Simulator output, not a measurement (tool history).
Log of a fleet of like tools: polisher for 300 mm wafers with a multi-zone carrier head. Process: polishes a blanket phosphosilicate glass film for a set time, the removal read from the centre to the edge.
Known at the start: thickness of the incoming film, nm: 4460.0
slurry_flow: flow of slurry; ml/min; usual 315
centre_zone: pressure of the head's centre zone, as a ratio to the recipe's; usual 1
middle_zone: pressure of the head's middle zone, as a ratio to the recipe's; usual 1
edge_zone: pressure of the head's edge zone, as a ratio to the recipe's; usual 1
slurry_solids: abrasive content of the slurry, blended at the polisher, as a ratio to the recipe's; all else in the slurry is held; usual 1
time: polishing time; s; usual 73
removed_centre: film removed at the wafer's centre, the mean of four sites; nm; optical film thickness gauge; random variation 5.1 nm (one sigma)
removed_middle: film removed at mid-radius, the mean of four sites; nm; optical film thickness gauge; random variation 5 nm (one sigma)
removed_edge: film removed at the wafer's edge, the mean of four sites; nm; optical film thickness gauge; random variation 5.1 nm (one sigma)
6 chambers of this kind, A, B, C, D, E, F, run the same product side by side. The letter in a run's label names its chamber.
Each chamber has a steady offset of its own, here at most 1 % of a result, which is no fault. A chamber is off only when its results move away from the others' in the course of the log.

run	hour	slurry_flow	centre_zone	middle_zone	edge_zone	slurry_solids	time	wafers polished on this pad	hours since the slurry nozzle was cleaned	hours since the centre zone pressure was calibrated	hours since the edge zone pressure was calibrated	removed_centre	removed_middle	removed_edge
1A	4.7	315	1	1	1	1	73	143	349	420.2	1303.5	578.1	568.96	570.11
2C	11.5	315	1	1	1	1	73	658	98.8	321.8	276.2	572.17	568.2	569.98
# hour 16.9: chamber A: edge zone pressure recalibrated
3D	17.7	315	1	1	1	1	73	321	65.8	873.4	676.5	568.28	578.72	582.38
# hour 22.7: chamber F: worn pad replaced by a new one
4F	24.5	315	1	1	1	1	73	13	136	113.7	286.9	583.41	561.55	582.29
5E	30	315	1	1	1	0.75	73	486	255.1	542.9	862	496.42	493.73	494.68
6B	36	315	1	1	1	0.75	73	663	435.6	652.2	269.5	498.5	499.16	503.73
# hour 41.9: chamber B: worn pad replaced by a new one
7D	42.8	315	1	1	1	0.75	73	505	90.9	898.5	701.6	492.7	486.79	496.67
8C	47.3	315	1	1	1	0.75	73	920	134.6	357.6	312	492.62	490.49	495.51
9F	50.8	315	1	1	1	0.75	73	206	162.3	140	313.2	501.87	494.95	495.42
# hour 54.2: chamber E: worn pad replaced by a new one
10B	57	315	1	1	1	0.75	73	110	456.6	673.2	290.5	494.07	491.6	497.13
11A	61.6	315	1	1	1	1	73	559	405.9	477.1	44.8	578.97	572.73	576.75
12E	66.2	315	1	1	1	1	73	88	291.3	579.1	898.2	583.37	566.81	569.67
# hour 70.8: chamber E: edge zone pressure recalibrated
# hour 71.2: chamber D: centre zone pressure recalibrated
13E	73.2	375	1	1	1	1	61	139	298.3	586.1	2.4	476.81	475.83	475
14F	78.9	375	1	1	1	1	61	412	190.4	168.1	341.3	490.17	484.03	482.83
15A	84.7	375	1	1	1	1	61	728	429	500.2	67.9	487.49	483.3	483.69
16C	88.3	375	1	1	1	1	61	1220	175.6	398.6	353	489.36	492.26	484.55
17B	91.3	375	1	1	1	1	61	362	490.9	707.5	324.8	475.08	483.47	482.92
# hour 94: chamber A: worn pad replaced by a new one
18D	94.5	375	1	1	1	1	61	884	142.6	23.3	753.3	492.12	471.63	482.97
19F	98.4	315	1	1	1	1	73	555	209.9	187.6	360.8	575.31	578.2	579.65
20D	101.8	315	1	1	1	0.75	73	937	149.9	30.6	760.6	492.98	496.59	496.71
# hour 104.9: chamber A: slurry nozzle cleaned
21B	105.4	315	1	1	1	0.75	73	465	505	721.6	338.9	482	487.22	497.97
22C	109.7	315	1	1	1	0.75	73	1377	197	420	374.4	493.87	488.96	500.64
23A	115.8	315	1	1	1	0.75	73	160	11	531.3	99	495.74	494.32	493.79
# hour 117.1: chamber C: worn pad replaced by a new one
24E	121.1	315	1	1	1	0.75	73	490	346.2	634	50.3	496.66	501.12	495.09
# hour 124.1: chamber B: worn pad replaced by a new one
25E	124.6	315	1	1	1	0.75	73	516	349.7	637.5	53.8	494.67	500.15	492.79
26C	128.2	315	0.96	1	1	1	73	81	215.5	438.5	392.9	549.25	572.45	578.33
# hour 131.5: chamber D: worn pad replaced by a new one
27B	135.2	315	0.96	1	1	1	73	81	534.8	751.4	368.7	518.83	571.44	571.75
# hour 139.7: chamber E: worn pad replaced by a new one
28F	140.5	315	0.96	1	1	1	73	863	252	229.7	402.9	539.77	574.54	576.64
29D	144.7	315	0.96	1	1	1	73	97	192.8	73.5	803.5	542.25	560.67	582.58
# hour 148.2: chamber C: slurry nozzle cleaned
30A	150.5	315	0.96	1	1	1	73	414	45.7	566	133.7	545.39	574.82	564.51
31A	156.1	315	0.96	1	1	1	73	455	51.3	571.6	139.3	545.13	568.12	571.82
32F	162.9	315	1	1	1	1	73	1027	274.4	252.1	425.3	577.2	565.53	577.21
33C	167	315	1	1	1	1	73	365	18.9	477.3	431.7	572.37	567.5	584.44
34D	171.5	315	1	1	1	1	73	293	219.6	100.3	830.3	569.3	561.9	578.89
35B	176.1	315	1	1	1	1	73	381	575.7	792.3	409.6	529.51	572.65	576.9
36E	180.3	315	1	1	1	1	73	297	405.4	693.2	109.5	571.03	563.71	562.65
# hour 182.4: chamber D: slurry nozzle cleaned
37D	184	315	1	1	1	1	73	384	1.7	112.8	842.8	572.61	572.91	575.3
38C	190.2	315	1	1	1	1	73	535	42.1	500.5	454.9	567.39	569.64	587.23
39E	194.3	315	1	1	0.96	1	73	400	419.4	707.2	123.5	572.75	573.73	547.87

Next, every chamber runs the same settings. What will each give?
40A	199.3	315	1	1	1	1	73					?	?	?
40B	199.3	315	1	1	1	1	73					?	?	?
40C	199.3	315	1	1	1	1	73					?	?	?
40D	199.3	315	1	1	1	1	73					?	?	?
40E	199.3	315	1	1	1	1	73					?	?	?
40F	199.3	315	1	1	1	1	73					?	?	?

run	removed_centre	removed_middle	removed_edge
40A	574.77	568.75	578.71
40B	538.82	571.03	570.5
40C	567.23	575.54	578.04
40D	560.88	564.77	576.49
40E	571.35	569.1	564.84
40F	573.97	575.11	576.69
